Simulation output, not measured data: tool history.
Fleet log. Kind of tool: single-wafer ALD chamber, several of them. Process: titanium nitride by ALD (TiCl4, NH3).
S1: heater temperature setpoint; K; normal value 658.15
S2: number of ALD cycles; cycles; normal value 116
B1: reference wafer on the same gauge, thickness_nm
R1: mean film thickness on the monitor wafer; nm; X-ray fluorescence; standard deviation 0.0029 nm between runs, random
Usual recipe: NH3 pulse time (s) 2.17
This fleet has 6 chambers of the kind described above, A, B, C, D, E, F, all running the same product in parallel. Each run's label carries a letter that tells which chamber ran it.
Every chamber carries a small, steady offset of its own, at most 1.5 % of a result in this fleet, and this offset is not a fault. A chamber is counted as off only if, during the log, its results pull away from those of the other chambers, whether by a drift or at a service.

{"run": "1B", "day": 0.262, "S1": 658.15, "S2": 116, "NH3 pulse time (s)": 2.17, "B1": 2.9503, "R1": 2.5421}
{"run": "2F", "day": 0.812, "S1": 658.15, "S2": 116, "NH3 pulse time (s)": 2.17, "B1": 2.9508, "R1": 2.5597}
{"run": "3A", "day": 1.35, "S1": 658.15, "S2": 116, "NH3 pulse time (s)": 2.17, "B1": 2.9511, "R1": 2.5333}
{"run": "4C", "day": 1.717, "S1": 658.15, "S2": 116, "NH3 pulse time (s)": 2.17, "B1": 2.9517, "R1": 2.5456}
{"run": "5E", "day": 2.158, "S1": 658.15, "S2": 116, "NH3 pulse time (s)": 2.17, "B1": 2.9515, "R1": 2.5645}
{"run": "6D", "day": 2.429, "S1": 658.15, "S2": 116, "NH3 pulse time (s)": 2.17, "B1": 2.952, "R1": 2.5353}
{"run": "7C", "day": 2.954, "S1": 653.15, "S2": 116, "NH3 pulse time (s)": 2.17, "B1": 2.953, "R1": 2.5244}
{"run": "8E", "day": 3.5, "S1": 653.15, "S2": 116, "NH3 pulse time (s)": 2.17, "B1": 2.9535, "R1": 2.5538}
{"run": "9A", "day": 3.933, "S1": 653.15, "S2": 116, "NH3 pulse time (s)": 2.17, "B1": 2.9526, "R1": 2.5299}
{"run": "10B", "day": 4.308, "S1": 653.15, "S2": 116, "NH3 pulse time (s)": 2.17, "B1": 2.9542, "R1": 2.5267}
{"run": "11D", "day": 4.583, "S1": 653.15, "S2": 116, "NH3 pulse time (s)": 2.17, "B1": 2.9543, "R1": 2.5281}
{"run": "12F", "day": 4.942, "S1": 653.15, "S2": 116, "NH3 pulse time (s)": 2.17, "B1": 2.9541, "R1": 2.552}
{"run": "13C", "day": 5.242, "S1": 658.15, "S2": 116, "NH3 pulse time (s)": 2.17, "B1": 2.9545, "R1": 2.5448}
{"run": "14E", "day": 5.525, "S1": 658.15, "S2": 116, "NH3 pulse time (s)": 2.17, "B1": 2.9553, "R1": 2.5645}
{"run": "15F", "day": 6.017, "S1": 658.15, "S2": 116, "NH3 pulse time (s)": 2.17, "B1": 2.9559, "R1": 2.558}
{"run": "16B", "day": 6.562, "S1": 658.15, "S2": 116, "NH3 pulse time (s)": 2.17, "B1": 2.9557, "R1": 2.5414}
{"day": 6.767, "done": "chamber D: thermocouple changed; heater temperature recalibrated"}
{"run": "17D", "day": 7.117, "S1": 658.15, "S2": 116, "NH3 pulse time (s)": 2.17, "B1": 2.9568, "R1": 2.5353}
{"run": "18A", "day": 7.475, "S1": 658.15, "S2": 116, "NH3 pulse time (s)": 2.17, "B1": 2.9576, "R1": 2.5412}
{"run": "19C", "day": 7.829, "S1": 658.15, "S2": 116, "NH3 pulse time (s)": 2.17, "B1": 2.9573, "R1": 2.5461}
{"run": "20D", "day": 8.417, "S1": 658.15, "S2": 116, "NH3 pulse time (s)": 2.17, "B1": 2.9575, "R1": 2.5419}
{"run": "21B", "day": 8.958, "S1": 658.15, "S2": 116, "NH3 pulse time (s)": 2.17, "B1": 2.9578, "R1": 2.5485}
{"run": "22F", "day": 9.338, "S1": 658.15, "S2": 116, "NH3 pulse time (s)": 2.17, "B1": 2.959, "R1": 2.5649}
{"run": "23A", "day": 9.738, "S1": 658.15, "S2": 116, "NH3 pulse time (s)": 2.17, "B1": 2.9597, "R1": 2.5424}
{"day": 9.892, "done": "chamber E: thermocouple changed; heater temperature recalibrated"}
{"run": "24E", "day": 10.0, "S1": 658.15, "S2": 116, "NH3 pulse time (s)": 2.17, "B1": 2.9598, "R1": 2.5743}
{"run": "25F", "day": 10.321, "S1": 649.15, "S2": 96, "NH3 pulse time (s)": 2.17, "B1": 2.9599, "R1": 2.1095}
{"run": "26A", "day": 10.804, "S1": 649.15, "S2": 96, "NH3 pulse time (s)": 2.17, "B1": 2.9597, "R1": 2.0891}
{"run": "27C", "day": 11.171, "S1": 649.15, "S2": 96, "NH3 pulse time (s)": 2.17, "B1": 2.9594, "R1": 2.0892}
{"run": "28D", "day": 11.492, "S1": 649.15, "S2": 96, "NH3 pulse time (s)": 2.17, "B1": 2.9615, "R1": 2.0887}
{"run": "29E", "day": 11.754, "S1": 649.15, "S2": 96, "NH3 pulse time (s)": 2.17, "B1": 2.9602, "R1": 2.112}
{"day": 11.875, "done": "chamber B: thermocouple changed; heater temperature recalibrated"}
{"run": "30B", "day": 12.212, "S1": 649.15, "S2": 96, "NH3 pulse time (s)": 2.17, "B1": 2.9608, "R1": 2.0914}
{"run": "31B", "day": 12.617, "S1": 658.15, "S2": 95, "NH3 pulse time (s)": 2.17, "B1": 2.9621, "R1": 2.0895}
{"day": 12.771, "done": "chamber C: thermocouple changed; heater temperature recalibrated"}
{"run": "32A", "day": 12.942, "S1": 658.15, "S2": 95, "NH3 pulse time (s)": 2.17, "B1": 2.9613, "R1": 2.0847}
{"run": "33F", "day": 13.446, "S1": 658.15, "S2": 95, "NH3 pulse time (s)": 2.17, "B1": 2.9629, "R1": 2.1013}
{"run": "34E", "day": 13.8, "S1": 658.15, "S2": 95, "NH3 pulse time (s)": 2.17, "B1": 2.9628, "R1": 2.1031}
{"run": "35D", "day": 14.146, "S1": 658.15, "S2": 95, "NH3 pulse time (s)": 2.17, "B1": 2.9635, "R1": 2.0801}
{"run": "36C", "day": 14.467, "S1": 658.15, "S2": 95, "NH3 pulse time (s)": 2.17, "B1": 2.9634, "R1": 2.0859}

All chambers now run identical settings, listed one chamber a line with results as question marks. What results will each chamber show?
{"run": "37A", "day": 14.888, "S1": 653.15, "S2": 116, "NH3 pulse time (s)": 2.17, "R1": "?"}
{"run": "37B", "day": 14.888, "S1": 653.15, "S2": 116, "NH3 pulse time (s)": 2.17, "R1": "?"}
{"run": "37C", "day": 14.888, "S1": 653.15, "S2": 116, "NH3 pulse time (s)": 2.17, "R1": "?"}
{"run": "37D", "day": 14.888, "S1": 653.15, "S2": 116, "NH3 pulse time (s)": 2.17, "R1": "?"}
{"run": "37E", "day": 14.888, "S1": 653.15, "S2": 116, "NH3 pulse time (s)": 2.17, "R1": "?"}
{"run": "37F", "day": 14.888, "S1": 653.15, "S2": 116, "NH3 pulse time (s)": 2.17, "R1": "?"}

run=37A R1=2.5396
run=37B R1=2.5366
run=37C R1=2.5356
run=37D R1=2.5323
run=37E R1=2.5699
run=37F R1=2.5587
